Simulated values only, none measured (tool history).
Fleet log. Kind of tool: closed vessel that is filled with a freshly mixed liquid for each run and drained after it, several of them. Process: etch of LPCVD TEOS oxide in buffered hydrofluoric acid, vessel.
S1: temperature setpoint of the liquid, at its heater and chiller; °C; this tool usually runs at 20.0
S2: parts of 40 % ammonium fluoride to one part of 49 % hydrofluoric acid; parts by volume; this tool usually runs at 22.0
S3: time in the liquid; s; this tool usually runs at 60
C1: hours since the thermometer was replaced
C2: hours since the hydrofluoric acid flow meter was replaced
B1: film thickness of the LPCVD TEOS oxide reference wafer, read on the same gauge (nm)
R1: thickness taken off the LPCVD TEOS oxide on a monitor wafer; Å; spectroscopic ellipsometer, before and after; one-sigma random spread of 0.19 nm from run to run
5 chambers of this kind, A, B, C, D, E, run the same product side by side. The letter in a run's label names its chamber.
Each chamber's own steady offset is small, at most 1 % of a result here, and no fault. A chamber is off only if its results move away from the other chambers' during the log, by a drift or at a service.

Run 1C, day 0.333: usual settings; C1 1449.9; C2 592.3; B1 29.970. Result: R1 366.38 Å.
Run 2B, day 0.604: usual settings; C1 1167.3; C2 717.6; B1 30.002. Result: R1 372.54 Å.
Run 3D, day 0.829: usual settings; C1 523.3; C2 810.9; B1 30.000. Result: R1 367.10 Å.
Run 4A, day 1.108: usual settings; C1 639.4; C2 2514.7; B1 30.055. Result: R1 363.64 Å.
Run 5E, day 1.412: usual settings; C1 1732.1; C2 1760.2; B1 29.998. Result: R1 370.06 Å.
Run 6E, day 1.729: usual settings; C1 1739.7; C2 1767.8; B1 30.043. Result: R1 364.91 Å.
Run 7B, day 2.050: usual settings but S2 29.5 parts by volume; C1 1202.0; C2 752.3; B1 30.053. Result: R1 303.77 Å.
Run 8C, day 2.212: usual settings but S2 29.5 parts by volume; C1 1495.0; C2 637.4; B1 30.037. Result: R1 296.58 Å.
Run 9A, day 2.421: usual settings but S2 29.5 parts by volume; C1 670.9; C2 2546.2; B1 29.994. Result: R1 297.32 Å.
Run 10D, day 2.646: usual settings but S2 29.5 parts by volume; C1 566.9; C2 854.5; B1 29.996. Result: R1 296.60 Å.
Run 11A, day 2.879: usual settings but S2 29.5 parts by volume; C1 681.9; C2 2557.2; B1 30.046. Result: R1 296.91 Å.
Run 12E, day 3.188: usual settings; C1 1774.7; C2 1802.8; B1 30.015. Result: R1 364.89 Å.
Run 13B, day 3.412: usual settings; C1 1234.7; C2 785.0; B1 29.980. Result: R1 372.50 Å.
Run 14D, day 3.579: usual settings; C1 589.3; C2 876.9; B1 30.033. Result: R1 366.26 Å.
Run 15C, day 3.921: usual settings; C1 1536.0; C2 678.4; B1 30.068. Result: R1 359.35 Å.
Run 16A, day 4.142: usual settings; C1 712.2; C2 2587.5; B1 30.052. Result: R1 367.72 Å.
Run 17E, day 4.312: usual settings; C1 1801.7; C2 1829.8; B1 29.997. Result: R1 367.63 Å.
Run 18C, day 4.529: usual settings; C1 1550.6; C2 693.0; B1 30.007. Result: R1 364.15 Å.
Run 19D, day 4.688: usual settings; C1 615.9; C2 903.5; B1 30.027. Result: R1 367.06 Å.
At day 4.779: chamber A: hydrofluoric acid flow meter replaced.
Run 20B, day 4.862: usual settings; C1 1269.5; C2 819.8; B1 29.991. Result: R1 371.92 Å.
Run 21D, day 5.129: usual settings but S1 17.0 °C, S2 25.0 parts by volume; C1 626.5; C2 914.1; B1 30.025. Result: R1 282.68 Å.
Run 22E, day 5.467: usual settings but S1 17.0 °C, S2 25.0 parts by volume; C1 1829.4; C2 1857.5; B1 29.994. Result: R1 285.19 Å.
Run 23B, day 5.746: usual settings but S1 17.0 °C, S2 25.0 parts by volume; C1 1290.7; C2 841.0; B1 29.981. Result: R1 289.16 Å.
Run 24A, day 5.979: usual settings but S1 17.0 °C, S2 25.0 parts by volume; C1 756.3; C2 28.9; B1 30.009. Result: R1 284.40 Å.
Run 25C, day 6.288: usual settings but S1 17.0 °C, S2 25.0 parts by volume; C1 1592.8; C2 735.2; B1 29.979. Result: R1 280.02 Å.
Run 26A, day 6.483: usual settings but S1 18.5 °C, S3 35 s; C1 768.4; C2 41.0; B1 30.030. Result: R1 195.21 Å.
Run 27D, day 6.792: usual settings but S1 18.5 °C, S3 35 s; C1 666.4; C2 954.0; B1 29.959. Result: R1 195.98 Å.
Run 28C, day 7.121: usual settings but S1 18.5 °C, S3 35 s; C1 1612.8; C2 755.2; B1 29.991. Result: R1 195.55 Å.
Run 29B, day 7.454: usual settings but S1 18.5 °C, S3 35 s; C1 1331.7; C2 882.0; B1 29.986. Result: R1 199.65 Å.
Run 30E, day 7.600: usual settings but S1 18.5 °C, S3 35 s; C1 1880.6; C2 1908.7; B1 30.004. Result: R1 201.35 Å.
Run 31C, day 7.775: usual settings; C1 1628.5; C2 770.9; B1 30.027. Result: R1 364.85 Å.
Run 32D, day 7.933: usual settings; C1 693.8; C2 981.4; B1 30.024. Result: R1 362.67 Å.

Which is it: a chamber that has drifted or been left off by a service, a gauge drift common to all chambers, or only each chamber's usual small offset? If a chamber is off, name it and its likeliest cause.

Chamber E drifts away from the others.
What lies behind it: liquid hotter than its thermometer reads (K) = 0.841.
The log may not separate it from: hydrofluoric acid flow above the setpoint (%).

Which of the 4 candidates below, each the usual settings with something changed and its results left as question marks, puts chamber E back in line with what the other chambers give on the usual settings?
To be in line, a result may differ from the other chambers' mean on the usual settings by at most: R1 6.70 Å
Run 33E-1, day 8.179: usual settings but S1 19.5 °C, S2 22.5 parts by volume. Result: R1 ?.
Run 33E-2, day 8.179: usual settings but S2 24.5 parts by volume. Result: R1 ?.
Run 33E-3, day 8.179: usual settings but S1 20.5 °C, S2 21.5 parts by volume. Result: R1 ?.
Run 33E-4, day 8.179: usual settings but S1 20.5 °C, S2 20.5 parts by volume. Result: R1 ?.

Usual-settings mean across the other chambers: R1 367.49 Å
  run      R1
33E-1  365.78
33E-2  354.79
33E-3  398.72
33E-4  411.82
Change 33E-1 lands the chamber within the allowed miss of the other chambers.
